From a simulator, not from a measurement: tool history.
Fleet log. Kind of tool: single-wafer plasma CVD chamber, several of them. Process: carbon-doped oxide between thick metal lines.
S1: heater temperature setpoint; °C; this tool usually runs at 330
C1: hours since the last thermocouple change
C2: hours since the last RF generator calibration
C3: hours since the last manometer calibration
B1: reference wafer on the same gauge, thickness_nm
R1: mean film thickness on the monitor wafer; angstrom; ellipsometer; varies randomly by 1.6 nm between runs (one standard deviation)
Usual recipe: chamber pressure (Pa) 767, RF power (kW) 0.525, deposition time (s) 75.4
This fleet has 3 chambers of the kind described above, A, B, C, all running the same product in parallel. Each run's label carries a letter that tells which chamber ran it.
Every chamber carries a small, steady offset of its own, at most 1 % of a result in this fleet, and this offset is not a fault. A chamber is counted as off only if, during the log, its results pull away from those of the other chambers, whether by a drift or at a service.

Run 1B, hour 9.4: usual settings; C1 1085.9; C2 1036.9; C3 1498.5; B1 440.35. Result: R1 4287.6 angstrom.
Run 2C, hour 17.4: usual settings; C1 1518.3; C2 506; C3 719.8; B1 439.61. Result: R1 4237 angstrom.
At hour 24.2: chamber A: thermocouple changed; heater temperature recalibrated.
Run 3A, hour 26.7: usual settings; C1 2.5; C2 79.5; C3 961; B1 439.77. Result: R1 4217.5 angstrom.
Run 4A, hour 35.2: usual settings; C1 11; C2 88; C3 969.5; B1 440.3. Result: R1 4222.8 angstrom.
Run 5C, hour 42.3: usual settings; C1 1543.2; C2 530.9; C3 744.7; B1 439.77. Result: R1 4241.9 angstrom.
Run 6B, hour 49: usual settings; C1 1125.5; C2 1076.5; C3 1538.1; B1 440.2. Result: R1 4260.2 angstrom.
Run 7C, hour 56.7: usual settings; C1 1557.6; C2 545.3; C3 759.1; B1 440.31. Result: R1 4216.4 angstrom.
At hour 61.7: chamber C: thermocouple changed; heater temperature recalibrated.
Run 8A, hour 66.9: usual settings; C1 42.7; C2 119.7; C3 1001.2; B1 440.27. Result: R1 4220 angstrom.
Run 9B, hour 76.4: usual settings; C1 1152.9; C2 1103.9; C3 1565.5; B1 440.26. Result: R1 4235.3 angstrom.
Run 10A, hour 84.3: usual settings; C1 60.1; C2 137.1; C3 1018.6; B1 439.89. Result: R1 4207.4 angstrom.
Run 11C, hour 92.5: usual settings; C1 30.9; C2 581.1; C3 794.9; B1 439.89. Result: R1 4239.1 angstrom.
Run 12B, hour 97.3: usual settings; C1 1173.8; C2 1124.8; C3 1586.4; B1 440.52. Result: R1 4226.2 angstrom.
Run 13C, hour 105.4: usual settings; C1 43.8; C2 594; C3 807.8; B1 440.35. Result: R1 4203.7 angstrom.
Run 14A, hour 114.3: usual settings; C1 90.1; C2 167.1; C3 1048.6; B1 440.14. Result: R1 4193.3 angstrom.
Run 15B, hour 122.6: usual settings but RF power (kW) 0.595; C1 1199.1; C2 1150.1; C3 1611.7; B1 440.02. Result: R1 4579.1 angstrom.
Run 16C, hour 131.7: usual settings but RF power (kW) 0.595; C1 70.1; C2 620.3; C3 834.1; B1 440.2. Result: R1 4561.2 angstrom.
Run 17A, hour 137.5: usual settings but RF power (kW) 0.595; C1 113.3; C2 190.3; C3 1071.8; B1 439.69. Result: R1 4550.6 angstrom.
Run 18B, hour 146.8: usual settings; C1 1223.3; C2 1174.3; C3 1635.9; B1 440.03. Result: R1 4213.4 angstrom.
Run 19B, hour 151.6: usual settings; C1 1228.1; C2 1179.1; C3 1640.7; B1 440.21. Result: R1 4186.4 angstrom.
Run 20A, hour 158.1: usual settings but RF power (kW) 0.47, deposition time (s) 86.8; C1 133.9; C2 210.9; C3 1092.4; B1 439.87. Result: R1 4509.1 angstrom.
Run 21C, hour 167.8: usual settings but RF power (kW) 0.47, deposition time (s) 86.8; C1 106.2; C2 656.4; C3 870.2; B1 440.01. Result: R1 4523.9 angstrom.
Run 22C, hour 178: usual settings but RF power (kW) 0.47, deposition time (s) 86.8; C1 116.4; C2 666.6; C3 880.4; B1 440.14. Result: R1 4530 angstrom.
Run 23A, hour 187.4: usual settings but chamber pressure (Pa) 624, RF power (kW) 0.6; C1 163.2; C2 240.2; C3 1121.7; B1 440.33. Result: R1 4450.3 angstrom.
At hour 193.6: chamber B: thermocouple changed; heater temperature recalibrated.
Run 24B, hour 196.1: usual settings but chamber pressure (Pa) 624, RF power (kW) 0.6; C1 2.5; C2 1223.6; C3 1685.2; B1 440.32. Result: R1 4356.3 angstrom.
Run 25C, hour 200.7: usual settings but chamber pressure (Pa) 624, RF power (kW) 0.6; C1 139.1; C2 689.3; C3 903.1; B1 440.06. Result: R1 4438.5 angstrom.
Run 26B, hour 210.6: usual settings; C1 17; C2 1238.1; C3 1699.7; B1 440. Result: R1 4144 angstrom.
Run 27A, hour 215.3: usual settings; C1 191.1; C2 268.1; C3 1149.6; B1 439.84. Result: R1 4210.9 angstrom.
Run 28A, hour 221: usual settings; C1 196.8; C2 273.8; C3 1155.3; B1 440.23. Result: R1 4211.9 angstrom.
Run 29B, hour 229.4: usual settings; C1 35.8; C2 1256.9; C3 1718.5; B1 439.98. Result: R1 4147.7 angstrom.
Run 30C, hour 238.2: usual settings; C1 176.6; C2 726.8; C3 940.6; B1 440.23. Result: R1 4211.8 angstrom.
Run 31C, hour 248.1: usual settings; C1 186.5; C2 736.7; C3 950.5; B1 440.11. Result: R1 4215.9 angstrom.
Run 32B, hour 257.9: usual settings; C1 64.3; C2 1285.4; C3 1747; B1 440.14. Result: R1 4122.7 angstrom.
Run 33A, hour 265.7: usual settings; C1 241.5; C2 318.5; C3 1200; B1 440.23. Result: R1 4226.7 angstrom.
Run 34A, hour 274.9: usual settings; C1 250.7; C2 327.7; C3 1209.2; B1 439.77. Result: R1 4195.7 angstrom.
At hour 279.6: chamber B: capacitance manometer re-zeroed and calibrated.
Run 35B, hour 280.3: usual settings; C1 86.7; C2 1307.8; C3 0.7; B1 440.21. Result: R1 4123.6 angstrom.
Run 36C, hour 289.7: usual settings but chamber pressure (Pa) 643; C1 228.1; C2 778.3; C3 992.1; B1 440.16. Result: R1 4119.3 angstrom.
Run 37A, hour 295.1: usual settings but chamber pressure (Pa) 643; C1 270.9; C2 347.9; C3 1229.4; B1 440.1. Result: R1 4112.8 angstrom.
Run 38C, hour 303.3: usual settings but chamber pressure (Pa) 643; C1 241.7; C2 791.9; C3 1005.7; B1 440.22. Result: R1 4090.7 angstrom.
Run 39B, hour 312.4: usual settings; C1 118.8; C2 1339.9; C3 32.8; B1 439.78. Result: R1 4122.2 angstrom.
Run 40C, hour 317.1: usual settings; C1 255.5; C2 805.7; C3 1019.5; B1 439.8. Result: R1 4225.5 angstrom.

Predict what each chamber gives when all 3 of them run the settings below next.
Run 41A, hour 324.4: usual settings. Result: R1 ?.
Run 41B, hour 324.4: usual settings. Result: R1 ?.
Run 41C, hour 324.4: usual settings. Result: R1 ?.

run      R1
41A  4210.8
41B  4096.3
41C  4205.1
